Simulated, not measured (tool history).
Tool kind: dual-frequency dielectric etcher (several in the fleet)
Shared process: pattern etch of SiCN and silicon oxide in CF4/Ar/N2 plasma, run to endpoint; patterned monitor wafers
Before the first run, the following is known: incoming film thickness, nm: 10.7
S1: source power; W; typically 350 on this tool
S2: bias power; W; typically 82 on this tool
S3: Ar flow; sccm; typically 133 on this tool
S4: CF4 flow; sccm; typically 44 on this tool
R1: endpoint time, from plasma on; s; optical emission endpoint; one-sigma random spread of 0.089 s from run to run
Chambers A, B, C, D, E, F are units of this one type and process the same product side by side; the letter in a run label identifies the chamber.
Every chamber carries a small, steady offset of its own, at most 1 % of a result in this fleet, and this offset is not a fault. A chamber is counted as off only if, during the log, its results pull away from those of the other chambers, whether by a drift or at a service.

run,hour,S1,S2,S3,S4,R1
1F,3.2,350,82,133,44,16.551
2A,9.7,350,82,133,44,16.450
3E,12.9,350,82,133,44,16.331
# hour 16.4: chamber B: wet clean of the chamber
4B,17.8,350,82,133,44,16.702
5C,21.5,350,82,133,44,16.570
# hour 25.6: chamber F: bias power generator calibrated
6D,27.8,350,82,133,44,16.357
7B,33.9,350,82,133,44,16.711
8E,39.2,350,82,133,33,17.080
9A,43.8,350,82,133,33,17.399
10D,49.3,350,82,133,33,17.367
11F,56.0,350,82,133,33,17.375
12C,62.0,350,82,133,33,17.276
13D,68.1,350,82,133,33,17.021
14B,71.9,350,82,133,44,16.591
15A,77.7,350,82,133,44,16.457
16F,82.7,350,101,144,44,15.486
17E,85.9,350,101,144,44,15.214
18C,92.2,350,101,144,44,15.377
19C,97.1,350,101,144,44,15.425
20D,102.6,350,101,144,44,15.113
# hour 105.0: chamber C: wet clean of the chamber
21E,109.7,350,101,144,44,15.277
22A,112.7,350,82,133,44,16.532
23F,118.6,350,64,133,48,17.956
24B,124.4,350,64,133,48,18.035
25A,127.5,350,64,133,48,17.930
26B,132.0,350,64,133,48,18.021
27E,136.3,350,64,133,48,17.803
28F,140.1,350,64,133,48,17.946
29C,146.1,350,82,133,44,16.573
30D,153.1,350,82,133,44,16.189
31F,159.9,350,82,133,44,16.557
32C,167.0,350,95,133,44,15.577
33A,171.0,350,95,133,44,15.516
34D,174.8,350,95,133,44,15.093
35E,178.1,350,95,133,44,15.424
36B,182.3,350,95,133,44,15.635
37F,186.5,350,95,133,44,15.480
38E,190.6,350,82,133,44,16.323
39C,197.6,350,82,133,44,16.524
40D,202.4,350,82,133,44,16.004
41B,206.0,350,82,133,44,16.769
42A,209.3,350,82,133,44,16.458

Does one chamber stand apart from the rest, does the shared gauge drift, or is all well apart from small per-chamber offsets? Give the chamber and the most likely cause, where there is one.

Chamber D drifts away from the others.
Cause: etch rate over this chamber's usual, % = 3.63.
With only this log, it may be confused with: source power that arrives over what is set, %.

Which of the 4 candidates below, each the usual settings with something changed and its results left as question marks, puts chamber D back in line with what the other chambers give on the usual settings?
In line here means within this much of the mean the other chambers give on the usual settings: R1 0.310 s
43D-1,214.4,380,82,133,44,?
43D-2,214.4,350,90,133,44,?
43D-3,214.4,350,76,137,43,?
43D-4,214.4,330,80,135,43,?

The other chambers' mean on the usual settings: R1 16.543 s
run,R1
43D-1,14.858
43D-2,15.377
43D-3,16.574
43D-4,17.052
Change 43D-3 lands the chamber within the allowed miss of the other chambers.
